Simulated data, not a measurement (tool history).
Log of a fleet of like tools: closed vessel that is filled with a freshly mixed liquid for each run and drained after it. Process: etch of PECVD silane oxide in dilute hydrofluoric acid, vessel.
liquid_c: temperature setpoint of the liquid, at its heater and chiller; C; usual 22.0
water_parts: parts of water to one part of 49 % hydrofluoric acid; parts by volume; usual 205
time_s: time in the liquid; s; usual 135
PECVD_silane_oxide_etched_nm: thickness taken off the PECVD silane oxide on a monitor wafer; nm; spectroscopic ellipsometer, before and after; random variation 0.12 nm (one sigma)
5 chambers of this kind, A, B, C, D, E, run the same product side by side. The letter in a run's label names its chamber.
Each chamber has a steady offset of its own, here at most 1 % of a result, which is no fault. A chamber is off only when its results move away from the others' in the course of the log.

run	hour	liquid_c	water_parts	time_s	hours since the thermometer was replaced	hours since the hydrofluoric acid flow meter was replaced	read-back film thickness of the PECVD silane oxide reference wafer, read on the same gauge (nm)	PECVD_silane_oxide_etched_nm
1A	7.7	22.0	205	135	571.0	24.7	139.99	12.7010
2D	18.2	22.0	205	135	536.9	50.8	139.97	12.6700
3B	26.3	22.0	205	135	1163.8	1080.1	140.02	12.7010
4E	36.7	22.0	205	135	617.8	235.2	139.98	12.8120
5C	43.8	22.0	205	135	1804.9	273.5	140.01	12.8980
6E	51.4	22.0	205	135	632.5	249.9	140.03	12.8610
7B	56.6	22.0	205	135	1194.1	1110.4	139.95	12.6370
8D	67.0	22.0	205	135	585.7	99.6	139.99	12.8490
9A	73.1	18.5	205	135	636.4	90.1	140.00	11.1390
10C	84.8	18.5	205	135	1845.9	314.5	139.96	11.2180
11B	93.0	18.5	205	135	1230.5	1146.8	139.99	11.4600
12A	103.3	18.5	205	135	666.6	120.3	139.98	11.0650
13E	113.3	18.5	205	135	694.4	311.8	140.02	11.3230
14D	120.9	22.0	205	135	639.6	153.5	140.00	12.8890
15C	126.8	22.0	205	135	1887.9	356.5	139.99	12.7260
16C	134.2	22.0	205	135	1895.3	363.9	139.99	12.6410
17E	145.9	22.0	205	135	727.0	344.4	140.02	12.9270
18A	157.3	22.0	205	135	720.6	174.3	139.99	12.7930
19D	164.8	22.0	295	135	683.5	197.4	140.00	8.2919
20B	170.6	22.0	295	135	1308.1	1224.4	140.03	8.1268
21B	179.0	22.0	295	135	1316.5	1232.8	140.00	8.2260
22C	187.3	22.0	295	135	1948.4	417.0	140.04	8.0046
23A	192.4	22.0	295	135	755.7	209.4	140.01	8.0853
24D	202.7	22.0	205	135	721.4	235.3	139.99	13.0040
25E	209.3	22.0	140	135	790.4	407.8	139.98	20.1600
26B	219.0	22.0	140	135	1356.5	1272.8	140.00	20.3350
27C	225.7	22.0	140	135	1986.8	455.4	140.01	19.5150
28A	235.9	22.0	140	135	799.2	252.9	140.01	20.0480
29E	241.0	22.0	140	135	822.1	439.5	140.01	20.2380
# hour 243.6: chamber A: thermometer replaced
30D	252.2	22.0	205	135	770.9	284.8	140.01	13.0350
31A	260.5	22.0	170	135	17.0	277.5	140.00	15.9540
32B	268.5	22.0	170	135	1406.0	1322.3	140.01	16.3030
33E	275.8	22.0	170	135	856.9	474.3	140.00	16.2620
34C	286.6	22.0	170	135	2047.7	516.3	140.01	15.0530
35D	295.7	22.0	170	135	814.4	328.3	139.98	16.0960
36B	307.0	22.0	205	135	1444.5	1360.8	139.96	13.1560
37A	316.0	26.0	115	135	72.5	333.0	140.01	29.1140
38E	325.3	26.0	115	135	906.4	523.8	140.00	29.2410
39D	333.5	26.0	115	135	852.2	366.1	139.99	29.6920
40C	343.2	26.0	115	135	2104.3	572.9	140.03	27.4760
41C	349.0	26.0	115	135	2110.1	578.7	140.01	27.2480

Next, every chamber runs the same settings. What will each give?
42A	357.4	22.0	205	135				?
42B	357.4	22.0	205	135				?
42C	357.4	22.0	205	135				?
42D	357.4	22.0	205	135				?
42E	357.4	22.0	205	135				?

run	PECVD_silane_oxide_etched_nm
42A	12.6860
42B	13.0490
42C	11.4450
42D	12.9030
42E	12.9330
